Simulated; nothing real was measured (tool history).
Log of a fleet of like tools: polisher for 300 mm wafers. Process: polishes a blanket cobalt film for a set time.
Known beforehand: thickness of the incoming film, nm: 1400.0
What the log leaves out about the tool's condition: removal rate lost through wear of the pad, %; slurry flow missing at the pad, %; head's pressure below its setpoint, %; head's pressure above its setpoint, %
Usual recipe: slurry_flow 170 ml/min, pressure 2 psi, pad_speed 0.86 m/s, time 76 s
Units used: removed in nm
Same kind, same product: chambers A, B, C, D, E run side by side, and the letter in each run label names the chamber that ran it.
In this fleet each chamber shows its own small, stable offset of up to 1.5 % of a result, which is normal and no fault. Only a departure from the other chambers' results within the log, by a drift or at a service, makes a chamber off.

run   hour  slurry_flow  pressure  pad_speed  time  wafers polished on this pad  hours since the slurry nozzle was cleaned  hours since the head pressure was calibrated  removed
       6.1  -- chamber A: worn pad replaced by a new one
 1C    7.3          170         2       0.86    76                          105                                         80                                         267.4   286.21
 2E   13.3          170         2       0.86    76                          432                                       96.4                                         335.9   291.14
        25  -- chamber D: worn pad replaced by a new one
 3B   26.2          170         2       0.86    76                          684                                      593.6                                          83.8   289.91
      29.2  -- chamber E: worn pad replaced by a new one
 4D   37.7          170         2       0.86    76                          137                                        158                                         450.5   290.97
 5A   43.4          170         2       0.86    76                          402                                      647.8                                         910.5   289.31
 6B   50.1          170         2       0.86    76                          942                                      617.5                                         107.7   294.66
        53  -- chamber E: head pressure recalibrated
 7E   56.9          170         2       0.86    76                          299                                        140                                             4   284.07
 8A   65.2          170         2       0.86    76                          638                                      669.6                                         932.3   290.06
      65.9  -- chamber C: worn pad replaced by a new one
 9C     71          150         2       0.74    76                           56                                      143.7                                         331.1   240.67
10D   83.1          150         2       0.74    76                          627                                      203.4                                         495.9   243.26
11E   95.6          150         2       0.74    76                          716                                      178.7                                          42.7   243.93
      97.1  -- chamber D: worn pad replaced by a new one
        99  -- chamber E: worn pad replaced by a new one
12D  101.8          150         2       0.74    76                           51                                      222.1                                         514.6   245.45
13A  108.4          150         2       0.74    76                         1103                                      712.8                                         975.5   239.99
14C    119          170         2       0.86    76                          573                                      191.7                                         379.1   288.03
15B  125.4          170         2       0.86    76                         1754                                      692.8                                           183   284.63
     126.6  -- chamber C: worn pad replaced by a new one
     131.8  -- chamber A: worn pad replaced by a new one
16E  133.2          170         2       0.86    76                          369                                      216.3                                          80.3   290.64
     137.8  -- chamber B: slurry nozzle cleaned
17B  144.3          170         2       0.86    76                         1958                                        6.6                                         201.9   280.63
18A  154.2          170         2       0.86    76                          241                                      758.6                                        1021.3   287.98
     159.1  -- chamber E: worn pad replaced by a new one
19D  166.6          170         2       0.86    76                          750                                      286.9                                         579.4   285.38
20C  172.5          170         2       0.86    76                          495                                      245.2                                         432.6   282.35
     177.2  -- chamber C: head pressure recalibrated
     183.7  -- chamber D: worn pad replaced by a new one
21B  184.1          170         2       0.86    76                         2387                                       46.4                                         241.7   278.21
     184.2  -- chamber C: slurry nozzle cleaned
22D  192.4          170         2       0.86    76                           93                                      312.7                                         605.2      285
     196.3  -- chamber C: worn pad replaced by a new one
23C  198.6          170         2       0.86    86                           25                                       14.5                                          21.4   327.18
24A    205          170         2       0.86    86                          789                                      809.4                                        1072.1    329.4
25E  213.7          170         2       0.86    86                          589                                      296.8                                         160.8   326.58
26B  223.8          170         2       0.86    86                         2815                                       86.1                                         281.4   310.54
       224  -- chamber E: worn pad replaced by a new one
27C  230.4          170         2       0.86    86                          368                                       46.3                                          53.2   323.49
28A  243.4          170         2       0.98    76                         1203                                      847.8                                        1110.5   327.95
     251.2  -- chamber A: worn pad replaced by a new one
29E  251.2          170         2       0.98    76                          293                                      334.3                                         198.3   331.34
30D  263.7          170         2       0.98    76                          862                                        384                                         676.5      330
     268.8  -- chamber C: worn pad replaced by a new one
     270.9  -- chamber D: worn pad replaced by a new one
     271.7  -- chamber B: head pressure recalibrated
31A  276.4          170         2       0.98    76                          272                                      880.8                                        1143.5   331.47
     283.6  -- chamber E: worn pad replaced by a new one
32E  286.7          170         2       0.98    76                           33                                      369.8                                         233.8   323.76
33B  295.5          130         2       0.86    76                         3588                                      157.8                                          23.9   249.74
34D  307.6          130         2       0.86    76                          396                                      427.9                                         720.4   273.87
35C  315.4          130         2       0.86    76                          503                                      131.3                                         138.2   272.57

Is one chamber off against the others, does the gauge drift, or is nothing wrong? If a chamber is off, say which, and what the likeliest cause is.

It is chamber B that slowly wanders off from its peers.
Most likely cause: removal rate lost through wear of the pad, % = 10.5.

Chamber B could run next with any of the 4 candidate recipes listed below; each alters the usual settings, and their results appear as question marks. Which one brings its results back in line with what the other chambers deliver on the usual settings?
Counts as in line when no further than this from what the other chambers average on the usual settings: removed 11 nm
36B-1  324.8          195         2       0.86    76                                                                                                                              ?
36B-2  324.8          170         2       0.86    75                                                                                                                              ?
36B-3  324.8          170       2.1       0.88    78                                                                                                                              ?
36B-4  324.8          170       1.9       0.86    72                                                                                                                              ?

Usual-settings mean across the other chambers: removed 287.5 nm
  run  removed
36B-1   267.09
36B-2   258.32
36B-3    288.9
36B-4   235.45
36B-3 puts the chamber back in line with the other chambers.
